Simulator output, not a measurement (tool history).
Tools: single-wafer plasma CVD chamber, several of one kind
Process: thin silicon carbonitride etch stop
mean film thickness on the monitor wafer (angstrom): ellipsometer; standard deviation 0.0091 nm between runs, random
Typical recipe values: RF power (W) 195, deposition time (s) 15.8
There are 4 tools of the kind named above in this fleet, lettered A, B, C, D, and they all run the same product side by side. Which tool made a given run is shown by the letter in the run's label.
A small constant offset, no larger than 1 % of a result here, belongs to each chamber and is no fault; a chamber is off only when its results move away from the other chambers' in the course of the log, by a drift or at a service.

run,hour,RF power (W),deposition time (s),"read-back reference wafer on the same gauge, thickness_nm",mean film thickness on the monitor wafer (angstrom)
1B,12.7,195,15.8,8.1108,89.021
2C,21.4,195,15.8,8.1083,88.729
3A,29.0,195,15.8,8.1073,88.699
4D,36.2,195,15.8,8.1049,89.095
5A,44.0,195,15.8,8.1052,88.527
6D,57.8,195,15.8,8.1031,89.041
7B,67.3,195,15.8,8.1043,89.039
8C,76.9,195,15.8,8.0989,88.620
9C,90.4,175,17.2,8.1010,93.426
10B,102.7,175,17.2,8.1011,93.604
11D,111.9,175,17.2,8.0988,93.879
12A,119.2,175,17.2,8.0986,93.131
13C,129.9,195,15.8,8.0982,88.467
14A,145.3,195,17.6,8.0947,98.619
15D,155.8,195,17.6,8.0944,99.043
16B,172.0,195,17.6,8.0955,99.017
17D,183.7,195,17.6,8.0912,99.007
18A,193.7,195,15.8,8.0901,88.253
19C,210.1,195,15.8,8.0892,88.573
20B,224.5,195,15.8,8.0862,88.747
21A,232.1,195,15.8,8.0862,88.384
22D,239.4,195,15.8,8.0858,88.979
23C,255.1,195,15.8,8.0834,88.424
24B,268.2,195,15.8,8.0833,88.794
25C,276.3,195,15.8,8.0843,88.332
26D,288.7,195,15.8,8.0837,88.960
27B,300.2,195,15.8,8.0814,88.646
28A,307.3,195,15.8,8.0803,88.228
29B,322.2,195,15.8,8.0749,88.661
30C,330.6,195,15.8,8.0751,88.470

All 4 chambers run these settings next. Forecast each chamber's results:
31A,342.3,195,15.8,,?
31B,342.3,195,15.8,,?
31C,342.3,195,15.8,,?
31D,342.3,195,15.8,,?

run,mean film thickness on the monitor wafer (angstrom)
31A,88.406
31B,88.547
31C,88.253
31D,88.813

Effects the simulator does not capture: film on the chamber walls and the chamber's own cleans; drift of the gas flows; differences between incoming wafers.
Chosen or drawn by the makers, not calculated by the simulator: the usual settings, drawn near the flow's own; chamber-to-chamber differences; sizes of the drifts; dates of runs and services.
